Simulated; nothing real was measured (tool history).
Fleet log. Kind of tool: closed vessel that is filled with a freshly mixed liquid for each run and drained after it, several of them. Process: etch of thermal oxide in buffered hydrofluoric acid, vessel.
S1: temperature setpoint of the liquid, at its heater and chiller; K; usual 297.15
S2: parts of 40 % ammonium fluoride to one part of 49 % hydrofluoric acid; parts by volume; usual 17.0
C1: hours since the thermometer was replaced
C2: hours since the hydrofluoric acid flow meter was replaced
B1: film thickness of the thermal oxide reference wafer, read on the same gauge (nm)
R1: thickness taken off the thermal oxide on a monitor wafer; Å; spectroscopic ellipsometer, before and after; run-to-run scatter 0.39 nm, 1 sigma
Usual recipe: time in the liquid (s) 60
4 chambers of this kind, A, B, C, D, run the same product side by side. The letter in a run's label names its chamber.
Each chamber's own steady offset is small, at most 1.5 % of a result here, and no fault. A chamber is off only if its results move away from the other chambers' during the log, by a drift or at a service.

{"run": "1B", "hour": 5.3, "S1": 297.15, "S2": 17.0, "time in the liquid (s)": 60, "C1": 913.2, "C2": 184.1, "B1": 119.99, "R1": 424.31}
{"run": "2C", "hour": 12.5, "S1": 297.15, "S2": 17.0, "time in the liquid (s)": 60, "C1": 1641.7, "C2": 362.9, "B1": 120.03, "R1": 418.29}
{"run": "3A", "hour": 19.2, "S1": 297.15, "S2": 17.0, "time in the liquid (s)": 60, "C1": 872.8, "C2": 2256.9, "B1": 120.0, "R1": 405.76}
{"run": "4D", "hour": 22.5, "S1": 297.15, "S2": 17.0, "time in the liquid (s)": 60, "C1": 100.3, "C2": 628.6, "B1": 119.99, "R1": 408.4}
{"run": "5B", "hour": 29.7, "S1": 297.15, "S2": 17.0, "time in the liquid (s)": 60, "C1": 937.6, "C2": 208.5, "B1": 120.0, "R1": 412.74}
{"run": "6D", "hour": 35.9, "S1": 297.15, "S2": 17.0, "time in the liquid (s)": 60, "C1": 113.7, "C2": 642.0, "B1": 120.0, "R1": 412.13}
{"run": "7A", "hour": 39.7, "S1": 297.15, "S2": 17.0, "time in the liquid (s)": 60, "C1": 893.3, "C2": 2277.4, "B1": 120.03, "R1": 410.48}
{"run": "8C", "hour": 46.3, "S1": 294.15, "S2": 17.0, "time in the liquid (s)": 30, "C1": 1675.5, "C2": 396.7, "B1": 120.02, "R1": 176.42}
{"run": "9B", "hour": 51.1, "S1": 294.15, "S2": 17.0, "time in the liquid (s)": 30, "C1": 959.0, "C2": 229.9, "B1": 119.97, "R1": 174.98}
{"run": "10A", "hour": 58.7, "S1": 294.15, "S2": 17.0, "time in the liquid (s)": 30, "C1": 912.3, "C2": 2296.4, "B1": 120.01, "R1": 172.21}
{"run": "11D", "hour": 66.1, "S1": 294.15, "S2": 17.0, "time in the liquid (s)": 30, "C1": 143.9, "C2": 672.2, "B1": 120.05, "R1": 172.72}
{"run": "12C", "hour": 70.1, "S1": 297.15, "S2": 17.0, "time in the liquid (s)": 60, "C1": 1699.3, "C2": 420.5, "B1": 120.02, "R1": 418.79}
{"run": "13B", "hour": 77.7, "S1": 297.15, "S2": 17.0, "time in the liquid (s)": 60, "C1": 985.6, "C2": 256.5, "B1": 120.01, "R1": 421.63}
{"run": "14A", "hour": 85.3, "S1": 297.15, "S2": 17.0, "time in the liquid (s)": 60, "C1": 938.9, "C2": 2323.0, "B1": 119.98, "R1": 414.11}
{"run": "15D", "hour": 92.6, "S1": 297.15, "S2": 17.0, "time in the liquid (s)": 60, "C1": 170.4, "C2": 698.7, "B1": 119.98, "R1": 411.69}
{"run": "16C", "hour": 96.1, "S1": 297.15, "S2": 17.0, "time in the liquid (s)": 60, "C1": 1725.3, "C2": 446.5, "B1": 120.01, "R1": 419.72}
{"hour": 100.8, "done": "chamber B: thermometer replaced"}
{"run": "17C", "hour": 103.5, "S1": 297.15, "S2": 17.0, "time in the liquid (s)": 60, "C1": 1732.7, "C2": 453.9, "B1": 119.99, "R1": 419.74}
{"run": "18D", "hour": 110.0, "S1": 297.15, "S2": 17.0, "time in the liquid (s)": 60, "C1": 187.8, "C2": 716.1, "B1": 120.04, "R1": 412.09}
{"run": "19B", "hour": 116.6, "S1": 297.15, "S2": 17.0, "time in the liquid (s)": 60, "C1": 15.9, "C2": 295.4, "B1": 120.0, "R1": 414.51}
{"run": "20A", "hour": 120.6, "S1": 297.15, "S2": 17.0, "time in the liquid (s)": 60, "C1": 974.2, "C2": 2358.3, "B1": 120.04, "R1": 404.31}
{"run": "21D", "hour": 126.1, "S1": 297.15, "S2": 17.0, "time in the liquid (s)": 60, "C1": 203.9, "C2": 732.2, "B1": 120.01, "R1": 407.98}
{"run": "22B", "hour": 129.8, "S1": 297.15, "S2": 17.0, "time in the liquid (s)": 60, "C1": 29.1, "C2": 308.6, "B1": 120.0, "R1": 412.65}
{"run": "23A", "hour": 135.4, "S1": 297.15, "S2": 17.0, "time in the liquid (s)": 60, "C1": 989.0, "C2": 2373.1, "B1": 119.99, "R1": 411.66}
{"run": "24C", "hour": 141.7, "S1": 297.15, "S2": 17.0, "time in the liquid (s)": 60, "C1": 1770.9, "C2": 492.1, "B1": 120.02, "R1": 418.74}
{"run": "25D", "hour": 146.0, "S1": 297.15, "S2": 17.0, "time in the liquid (s)": 60, "C1": 223.8, "C2": 752.1, "B1": 120.01, "R1": 413.33}
{"run": "26B", "hour": 150.1, "S1": 297.15, "S2": 17.0, "time in the liquid (s)": 60, "C1": 49.4, "C2": 328.9, "B1": 120.01, "R1": 415.82}
{"run": "27A", "hour": 154.4, "S1": 297.15, "S2": 17.0, "time in the liquid (s)": 60, "C1": 1008.0, "C2": 2392.1, "B1": 119.99, "R1": 409.67}
{"run": "28C", "hour": 159.8, "S1": 297.15, "S2": 17.0, "time in the liquid (s)": 60, "C1": 1789.0, "C2": 510.2, "B1": 120.01, "R1": 413.92}
{"run": "29D", "hour": 163.9, "S1": 297.15, "S2": 17.0, "time in the liquid (s)": 60, "C1": 241.7, "C2": 770.0, "B1": 120.01, "R1": 412.42}
{"run": "30C", "hour": 170.7, "S1": 297.15, "S2": 17.0, "time in the liquid (s)": 60, "C1": 1799.9, "C2": 521.1, "B1": 120.03, "R1": 420.07}
{"run": "31B", "hour": 177.7, "S1": 297.15, "S2": 17.0, "time in the liquid (s)": 60, "C1": 77.0, "C2": 356.5, "B1": 119.99, "R1": 410.96}
{"run": "32A", "hour": 183.4, "S1": 297.15, "S2": 17.0, "time in the liquid (s)": 60, "C1": 1037.0, "C2": 2421.1, "B1": 120.01, "R1": 411.75}
{"hour": 184.9, "done": "chamber C: thermometer replaced"}
{"run": "33C", "hour": 189.1, "S1": 297.15, "S2": 17.0, "time in the liquid (s)": 60, "C1": 4.3, "C2": 539.5, "B1": 120.03, "R1": 421.36}
{"hour": 190.8, "done": "chamber A: hydrofluoric acid flow meter replaced"}
{"run": "34A", "hour": 194.7, "S1": 297.15, "S2": 17.0, "time in the liquid (s)": 60, "C1": 1048.3, "C2": 3.9, "B1": 120.0, "R1": 409.89}
{"run": "35D", "hour": 201.6, "S1": 297.15, "S2": 20.0, "time in the liquid (s)": 45, "C1": 279.4, "C2": 807.7, "B1": 119.99, "R1": 261.76}

Does one chamber stand apart from the rest, does the shared gauge drift, or is all well apart from small per-chamber offsets? Give the chamber and the most likely cause, where there is one.

All chambers stay in line apart from their small fixed offsets, and the gauge does not drift.
